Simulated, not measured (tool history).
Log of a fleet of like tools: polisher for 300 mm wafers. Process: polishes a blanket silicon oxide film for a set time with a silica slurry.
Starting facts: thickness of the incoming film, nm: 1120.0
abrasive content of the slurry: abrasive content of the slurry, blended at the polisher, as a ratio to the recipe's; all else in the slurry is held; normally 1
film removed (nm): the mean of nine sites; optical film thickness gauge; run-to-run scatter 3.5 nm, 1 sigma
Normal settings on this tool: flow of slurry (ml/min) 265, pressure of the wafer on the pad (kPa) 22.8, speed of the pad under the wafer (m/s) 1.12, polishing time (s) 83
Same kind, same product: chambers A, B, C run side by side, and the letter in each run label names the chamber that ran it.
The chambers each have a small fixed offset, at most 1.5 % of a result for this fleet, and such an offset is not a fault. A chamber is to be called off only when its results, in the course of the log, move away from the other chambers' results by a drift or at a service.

| run | hour | flow of slurry (ml/min) | pressure of the wafer on the pad (kPa) | speed of the pad under the wafer (m/s) | abrasive content of the slurry | polishing time (s) | wafers polished on this pad | hours since the slurry nozzle was cleaned | hours since the head pressure was calibrated | hours since the slurry blender was calibrated | hours since the conditioning disc was replaced | film removed (nm) |
|---|---|---|---|---|---|---|---|---|---|---|---|---|
| 1A | 5.2 | 265 | 22.8 | 1.12 | 1 | 83 | 404 | 203.7 | 344.3 | 384 | 277 | 241.56 |
|  | 6.1 | chamber C: worn pad replaced by a new one |
| 2B | 11.4 | 265 | 22.8 | 1.12 | 1 | 83 | 148 | 38.3 | 405.4 | 68.5 | 235.5 | 251.48 |
| 3C | 19.9 | 265 | 22.8 | 1.12 | 1 | 83 | 105 | 459.2 | 908.9 | 229.6 | 117.6 | 250.11 |
| 4B | 25.6 | 265 | 22.8 | 1.12 | 1 | 83 | 256 | 52.5 | 419.6 | 82.7 | 249.7 | 249.41 |
| 5C | 34.1 | 265 | 22.8 | 1.12 | 1 | 83 | 213 | 473.4 | 923.1 | 243.8 | 131.8 | 245.08 |
| 6A | 41.5 | 265 | 22.8 | 1.12 | 1 | 83 | 680 | 240 | 380.6 | 420.3 | 313.3 | 240.61 |
|  | 49.7 | chamber A: slurry blender recalibrated |
| 7A | 51.1 | 265 | 22.8 | 1.12 | 1 | 57 | 753 | 249.6 | 390.2 | 1.5 | 322.9 | 166.65 |
| 8B | 57.1 | 265 | 22.8 | 1.12 | 1 | 57 | 496 | 84 | 451.1 | 114.2 | 281.2 | 166.37 |
| 9C | 66.9 | 265 | 22.8 | 1.12 | 1 | 57 | 462 | 506.2 | 955.9 | 276.6 | 164.6 | 165.45 |
| 10A | 72.5 | 265 | 22.8 | 1.12 | 1 | 83 | 916 | 271 | 411.6 | 22.9 | 344.3 | 244.64 |
|  | 74.8 | chamber C: head pressure recalibrated |
| 11C | 81.5 | 265 | 22.8 | 1.12 | 1 | 83 | 573 | 520.8 | 6.7 | 291.2 | 179.2 | 243.73 |
|  | 83.3 | chamber B: worn pad replaced by a new one |
|  | 86.8 | chamber C: worn pad replaced by a new one |
| 12B | 89.2 | 265 | 22.8 | 1.12 | 1 | 83 | 45 | 116.1 | 483.2 | 146.3 | 313.3 | 248.61 |
|  | 93.4 | chamber A: slurry nozzle cleaned |
| 13C | 96.2 | 265 | 22.8 | 1.12 | 1 | 83 | 71 | 535.5 | 21.4 | 305.9 | 193.9 | 245.93 |
| 14A | 105.2 | 265 | 22.8 | 1.12 | 1 | 83 | 1164 | 11.8 | 444.3 | 55.6 | 377 | 246.06 |
| 15B | 110.5 | 265 | 22.8 | 1.12 | 1 | 83 | 207 | 137.4 | 504.5 | 167.6 | 334.6 | 246.86 |
|  | 118.2 | chamber A: worn pad replaced by a new one |
| 16C | 118.5 | 265 | 22.8 | 1.12 | 1 | 83 | 241 | 557.8 | 43.7 | 328.2 | 216.2 | 247.07 |
| 17B | 125.1 | 265 | 22.8 | 1.12 | 1 | 83 | 318 | 152 | 519.1 | 182.2 | 349.2 | 250.75 |
| 18A | 130.4 | 265 | 22.8 | 1.12 | 1 | 83 | 92 | 37 | 469.5 | 80.8 | 402.2 | 243.22 |
| 19A | 136.6 | 265 | 22.8 | 1.12 | 1 | 83 | 140 | 43.2 | 475.7 | 87 | 408.4 | 244.99 |
| 20B | 141.3 | 265 | 22.8 | 1.12 | 1 | 83 | 441 | 168.2 | 535.3 | 198.4 | 365.4 | 251.64 |
|  | 144.5 | chamber B: slurry blender recalibrated |
| 21C | 147 | 265 | 22.8 | 1.12 | 1 | 83 | 458 | 586.3 | 72.2 | 356.7 | 244.7 | 242.9 |
| 22A | 153.6 | 265 | 22.8 | 1.12 | 1 | 83 | 269 | 60.2 | 492.7 | 104 | 425.4 | 242.73 |
| 23C | 162.7 | 265 | 22.8 | 1.12 | 1 | 83 | 577 | 602 | 87.9 | 372.4 | 260.4 | 241.96 |
|  | 167.1 | chamber C: worn pad replaced by a new one |
| 24B | 168 | 265 | 22.8 | 1.12 | 1 | 83 | 644 | 194.9 | 562 | 23.5 | 392.1 | 249.16 |
|  | 171.3 | chamber B: worn pad replaced by a new one |
| 25C | 177.2 | 265 | 17.2 | 1.12 | 1 | 83 | 77 | 616.5 | 102.4 | 386.9 | 274.9 | 183.82 |
| 26B | 182.6 | 265 | 17.2 | 1.12 | 1 | 83 | 86 | 209.5 | 576.6 | 38.1 | 406.7 | 190.43 |
| 27A | 191.2 | 265 | 17.2 | 1.12 | 1 | 83 | 555 | 97.8 | 530.3 | 141.6 | 463 | 189.31 |
| 28C | 198.2 | 265 | 22.8 | 1.12 | 1 | 83 | 237 | 637.5 | 123.4 | 407.9 | 295.9 | 245.62 |

Does one chamber stand apart from the rest, does the shared gauge drift, or is all well apart from small per-chamber offsets? Give the chamber and the most likely cause, where there is one.

Neither any chamber nor the gauge drifts; the chambers differ only by their own small, steady offsets.
